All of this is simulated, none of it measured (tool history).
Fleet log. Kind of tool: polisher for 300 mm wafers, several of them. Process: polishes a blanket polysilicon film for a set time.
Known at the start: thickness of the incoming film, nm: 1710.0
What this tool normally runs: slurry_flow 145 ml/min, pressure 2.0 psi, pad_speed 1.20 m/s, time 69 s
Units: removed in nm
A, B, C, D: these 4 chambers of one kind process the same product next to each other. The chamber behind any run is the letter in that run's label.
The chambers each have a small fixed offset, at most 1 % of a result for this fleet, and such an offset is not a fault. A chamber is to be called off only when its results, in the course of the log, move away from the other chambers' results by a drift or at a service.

| run | hour | slurry_flow | pressure | pad_speed | time | wafers polished on this pad | hours since the slurry nozzle was cleaned | hours since the head pressure was calibrated | removed |
|---|---|---|---|---|---|---|---|---|---|
|  | 2.4 | chamber D: worn pad replaced by a new one |
| 1A | 8.4 | 145 | 2.0 | 1.20 | 69 | 990 | 400.7 | 456.8 | 570.02 |
| 2C | 19.0 | 145 | 2.0 | 1.20 | 69 | 568 | 547.0 | 892.0 | 565.35 |
|  | 22.0 | chamber B: slurry nozzle cleaned |
|  | 28.4 | chamber A: worn pad replaced by a new one |
| 3D | 33.2 | 145 | 2.0 | 1.20 | 69 | 379 | 119.3 | 848.8 | 556.44 |
| 4B | 41.9 | 145 | 2.0 | 1.20 | 69 | 1018 | 19.9 | 619.8 | 566.11 |
|  | 47.8 | chamber B: worn pad replaced by a new one |
| 5B | 49.4 | 145 | 2.0 | 1.20 | 69 | 20 | 27.4 | 627.3 | 569.99 |
| 6D | 59.6 | 145 | 2.0 | 1.20 | 69 | 704 | 145.7 | 875.2 | 560.16 |
|  | 66.1 | chamber C: worn pad replaced by a new one |
| 7C | 67.1 | 145 | 2.0 | 1.20 | 69 | 13 | 595.1 | 940.1 | 559.71 |
| 8A | 78.8 | 145 | 2.0 | 1.20 | 69 | 620 | 471.1 | 527.2 | 575.15 |
| 9C | 93.4 | 145 | 2.0 | 1.20 | 69 | 337 | 621.4 | 966.4 | 558.17 |
| 10D | 106.0 | 145 | 2.0 | 1.20 | 69 | 1275 | 192.1 | 921.6 | 556.63 |
|  | 110.6 | chamber A: worn pad replaced by a new one |
| 11B | 121.2 | 145 | 2.0 | 1.20 | 69 | 904 | 99.2 | 699.1 | 569.43 |
|  | 122.3 | chamber D: head pressure recalibrated |
|  | 129.7 | chamber D: worn pad replaced by a new one |
| 12A | 135.7 | 145 | 2.0 | 1.20 | 69 | 309 | 528.0 | 584.1 | 565.75 |
|  | 143.0 | chamber B: worn pad replaced by a new one |
| 13B | 149.6 | 145 | 2.0 | 1.20 | 69 | 81 | 127.6 | 727.5 | 578.46 |
| 14D | 162.9 | 145 | 2.0 | 1.20 | 69 | 409 | 249.0 | 40.6 | 562.00 |
|  | 164.6 | chamber C: worn pad replaced by a new one |
| 15A | 175.9 | 145 | 2.0 | 1.20 | 69 | 804 | 568.2 | 624.3 | 560.23 |
| 16C | 186.1 | 145 | 2.0 | 0.94 | 90 | 264 | 714.1 | 1059.1 | 580.22 |
| 17B | 196.1 | 145 | 2.0 | 0.94 | 90 | 653 | 174.1 | 774.0 | 585.51 |
| 18C | 205.7 | 145 | 2.0 | 0.94 | 90 | 505 | 733.7 | 1078.7 | 580.04 |
|  | 206.8 | chamber A: worn pad replaced by a new one |
|  | 212.0 | chamber C: head pressure recalibrated |
| 19D | 216.1 | 145 | 2.0 | 0.94 | 90 | 1063 | 302.2 | 93.8 | 565.89 |
|  | 224.4 | chamber D: slurry nozzle cleaned |
| 20A | 225.2 | 145 | 2.0 | 1.20 | 69 | 226 | 617.5 | 673.6 | 557.92 |
|  | 235.5 | chamber B: worn pad replaced by a new one |
| 21B | 238.9 | 145 | 2.0 | 1.20 | 69 | 42 | 216.9 | 816.8 | 567.67 |
|  | 248.7 | chamber A: head pressure recalibrated |
| 22D | 250.6 | 145 | 2.0 | 1.20 | 69 | 1488 | 26.3 | 128.3 | 556.34 |
|  | 252.7 | chamber D: worn pad replaced by a new one |
|  | 258.1 | chamber C: worn pad replaced by a new one |
| 23A | 260.2 | 145 | 2.0 | 1.20 | 69 | 657 | 652.5 | 11.6 | 562.93 |
| 24C | 266.9 | 145 | 2.0 | 1.20 | 69 | 108 | 794.9 | 54.9 | 606.54 |
| 25A | 280.7 | 145 | 2.0 | 1.20 | 69 | 909 | 673.0 | 32.1 | 565.31 |
| 26B | 289.8 | 145 | 2.0 | 1.20 | 69 | 668 | 267.8 | 867.7 | 568.17 |
| 27D | 300.6 | 145 | 2.0 | 1.20 | 69 | 590 | 76.3 | 178.3 | 563.74 |
|  | 301.2 | chamber A: worn pad replaced by a new one |
| 28C | 313.8 | 145 | 2.0 | 1.20 | 69 | 685 | 841.8 | 101.8 | 602.41 |
| 29D | 324.3 | 145 | 2.0 | 1.20 | 69 | 882 | 100.0 | 202.0 | 555.26 |
| 30A | 331.7 | 145 | 2.3 | 1.20 | 69 | 375 | 724.0 | 83.1 | 638.93 |
|  | 333.0 | chamber B: worn pad replaced by a new one |
| 31B | 342.1 | 145 | 2.3 | 1.20 | 69 | 113 | 320.1 | 920.0 | 653.86 |
| 32C | 356.5 | 145 | 2.3 | 1.20 | 69 | 1211 | 884.5 | 144.5 | 691.16 |
|  | 359.7 | chamber C: worn pad replaced by a new one |
| 33D | 370.9 | 145 | 2.3 | 1.20 | 69 | 1455 | 146.6 | 248.6 | 629.76 |
|  | 377.4 | chamber D: worn pad replaced by a new one |
|  | 379.4 | chamber A: worn pad replaced by a new one |
| 34B | 379.9 | 165 | 2.0 | 1.56 | 69 | 578 | 357.9 | 957.8 | 757.03 |
|  | 386.6 | chamber C: slurry nozzle cleaned |
| 35A | 391.8 | 165 | 2.0 | 1.56 | 69 | 153 | 784.1 | 143.2 | 748.88 |
| 36C | 401.8 | 165 | 2.0 | 1.56 | 69 | 519 | 15.2 | 189.8 | 797.05 |
| 37C | 411.1 | 165 | 2.0 | 1.56 | 69 | 633 | 24.5 | 199.1 | 803.80 |
|  | 420.3 | chamber B: worn pad replaced by a new one |
| 38D | 424.2 | 145 | 2.0 | 1.20 | 69 | 576 | 199.9 | 301.9 | 561.28 |
| 39A | 432.4 | 145 | 2.0 | 1.20 | 69 | 653 | 824.7 | 183.8 | 560.31 |
| 40B | 442.1 | 145 | 2.0 | 1.20 | 69 | 268 | 420.1 | 1020.0 | 572.51 |
| 41C | 452.7 | 145 | 2.0 | 1.20 | 69 | 1145 | 66.1 | 240.7 | 607.59 |

Next, every chamber runs the same settings. What will each give?
| 42A | 463.6 | 145 | 2.0 | 1.20 | 69 |  |  |  | ? |
| 42B | 463.6 | 145 | 2.0 | 1.20 | 69 |  |  |  | ? |
| 42C | 463.6 | 145 | 2.0 | 1.20 | 69 |  |  |  | ? |
| 42D | 463.6 | 145 | 2.0 | 1.20 | 69 |  |  |  | ? |

| run | removed |
|---|---|
| 42A | 566.41 |
| 42B | 573.22 |
| 42C | 609.65 |
| 42D | 556.46 |
